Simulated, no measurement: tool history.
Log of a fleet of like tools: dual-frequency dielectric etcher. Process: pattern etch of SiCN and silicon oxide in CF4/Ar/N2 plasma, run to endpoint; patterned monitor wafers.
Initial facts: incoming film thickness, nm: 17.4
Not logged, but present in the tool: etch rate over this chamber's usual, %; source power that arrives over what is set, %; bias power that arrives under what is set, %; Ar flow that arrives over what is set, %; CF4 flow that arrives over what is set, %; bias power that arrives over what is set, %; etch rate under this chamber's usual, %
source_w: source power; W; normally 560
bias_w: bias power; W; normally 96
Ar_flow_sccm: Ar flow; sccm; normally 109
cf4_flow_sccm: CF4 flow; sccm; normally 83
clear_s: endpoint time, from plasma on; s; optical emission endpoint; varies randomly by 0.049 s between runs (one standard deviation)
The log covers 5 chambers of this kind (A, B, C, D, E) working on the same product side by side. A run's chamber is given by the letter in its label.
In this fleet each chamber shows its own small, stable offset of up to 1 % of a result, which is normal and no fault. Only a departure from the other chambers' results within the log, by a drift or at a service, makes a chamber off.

run    day  source_w  bias_w  Ar_flow_sccm  cf4_flow_sccm  hours since the last wet clean  hours since the last source power generator calibration  hours since the last bias power generator calibration  hours since the last Ar flow controller change  hours since the last CF4 flow controller change  clear_s
 1D  0.154       560      96           109             83                             8.7                                                   2421.3                                                 2308.5                                          2123.3                                            513.9   14.978
 2C  0.296       560      96           109             83                           529.7                                                     2677                                                 1110.4                                          1968.3                                            716.5   14.911
 3A  0.529       560      96           109             83                            58.9                                                   1846.1                                                 3780.7                                            2394                                            598.6   14.962
 4B  0.783       560      96           109             83                             400                                                   1008.9                                                   2601                                          1732.8                                            891.8   15.082
     0.971  -- chamber C: wet clean of the chamber
 5E  0.971       560      96           109             83                           419.4                                                   2464.4                                                 2630.8                                          4173.7                                           1070.2   14.825
 6E    1.2       560      86           109             99                           424.9                                                   2469.9                                                 2636.3                                          4179.2                                           1075.7   15.064
     1.433  -- chamber B: bias power generator calibrated
 7A  1.475       560      86           109             99                            81.6                                                   1868.8                                                 3803.4                                          2416.7                                            621.3   15.134
 8C  1.771       560      86           109             99                            19.3                                                   2712.4                                                 1145.8                                          2003.7                                            751.9   15.145
 9B  1.967       560      86           109             99                           428.4                                                   1037.3                                                   12.8                                          1761.2                                            920.2   15.164
10D  2.154       560      86           109             99                            56.7                                                   2469.3                                                 2356.5                                          2171.3                                            561.9   15.074
11C  2.338       560      96           109             83                            32.9                                                     2726                                                 1159.4                                          2017.3                                            765.5   14.949
12E  2.554       560      96            85             70                           457.4                                                   2502.4                                                 2668.8                                          4211.7                                           1108.2   14.761
13A  2.762       560      96            85             70                           112.5                                                   1899.7                                                 3834.3                                          2447.6                                            652.2   14.823
14D  2.912       560      96            85             70                            74.9                                                   2487.5                                                 2374.7                                          2189.5                                            580.1    14.79
15B  3.054       560      96            85             70                           454.5                                                   1063.4                                                   38.9                                          1787.3                                            946.3   14.851
16A  3.196       560      96            85             70                           122.9                                                   1910.1                                                 3844.7                                            2458                                            662.6   14.903
     3.296  -- chamber B: wet clean of the chamber
17E  3.338       430      96           109             83                           476.2                                                   2521.2                                                 2687.6                                          4230.5                                             1127   18.857
     3.504  -- chamber E: wet clean of the chamber
18D  3.633       430      96           109             83                            92.2                                                   2504.8                                                   2392                                          2206.8                                            597.4    18.75
19C  3.858       430      96           109             83                            69.4                                                   2762.5                                                 1195.9                                          2053.8                                              802   18.762
20B  4.088       430      96           109             83                            19.1                                                   1088.2                                                   63.7                                          1812.1                                            971.1   19.141
21A  4.325       430      96           109             83                             150                                                   1937.2                                                 3871.8                                          2485.1                                            689.7   19.019
22C  4.575       560      96           109             83                            86.6                                                   2779.7                                                 1213.1                                            2071                                            819.2     14.9
23B  4.875       560      96           109             83                              38                                                   1107.1                                                   82.6                                            1831                                              990   15.097
24D  5.112       560      96           109             83                           127.7                                                   2540.3                                                 2427.5                                          2242.3                                            632.9   14.946
25E  5.408       560      96           109             83                            45.8                                                   2570.9                                                 2737.3                                          4280.2                                           1176.7   15.432
26A  5.667       560      96           109             83                           182.2                                                   1969.4                                                   3904                                          2517.3                                            721.9   15.018
27E  5.892       560      96           109             83                            57.4                                                   2582.5                                                 2748.9                                          4291.8                                           1188.3   15.538
28C  6.179       490      80           109             83                           125.1                                                   2818.2                                                 1251.6                                          2109.5                                            857.7    17.91
29B  6.367       490      80           109             83                            73.8                                                   1142.9                                                  118.4                                          1866.8                                           1025.8    18.06
30D  6.504       490      80           109             83                           161.1                                                   2573.7                                                 2460.9                                          2275.7                                            666.3   17.873
31C  6.767       490      80           109             83                           139.2                                                   2832.3                                                 1265.7                                          2123.6                                            871.8    17.82
32A  7.058       490      80           109             83                           215.6                                                   2002.8                                                 3937.4                                          2550.7                                            755.3   17.972
33D  7.342       560      96           109             83                           181.2                                                   2593.8                                                   2481                                          2295.8                                            686.4    14.97
34E  7.508       560      96           109             83                            96.2                                                   2621.3                                                 2787.7                                          4330.6                                           1227.1   15.442

Decide between three cases: one chamber stands off from its peers, the gauge reading all wafers drifts, or nothing is wrong past each chamber's small offset. Where a chamber is off, say which and what most likely put it there.

Chamber E came out of a service off from its peers and stayed that way.
Likeliest cause: etch rate under this chamber's usual, % = 3.6.

Chamber E could run next with any of the 4 candidate recipes listed below; each alters the usual settings, and their results appear as question marks. Which one brings its results back in line with what the other chambers deliver on the usual settings?
A result is in line if it is within this distance of the other chambers' mean on the usual settings: clear_s 0.17 s
35E-1  7.725       560      96           118             83                                                                                                                                                                                                                                                         ?
35E-2  7.725       560      96           105             86                                                                                                                                                                                                                                                         ?
35E-3  7.725       560      89           112             81                                                                                                                                                                                                                                                         ?
35E-4  7.725       580      97           109             83                                                                                                                                                                                                                                                         ?

Average result of the remaining chambers running the usual settings: clear_s 14.965 s
  run  clear_s
35E-1   15.581
35E-2   15.263
35E-3   15.938
35E-4   14.885
With 35E-4, the chamber falls back in line with the rest.

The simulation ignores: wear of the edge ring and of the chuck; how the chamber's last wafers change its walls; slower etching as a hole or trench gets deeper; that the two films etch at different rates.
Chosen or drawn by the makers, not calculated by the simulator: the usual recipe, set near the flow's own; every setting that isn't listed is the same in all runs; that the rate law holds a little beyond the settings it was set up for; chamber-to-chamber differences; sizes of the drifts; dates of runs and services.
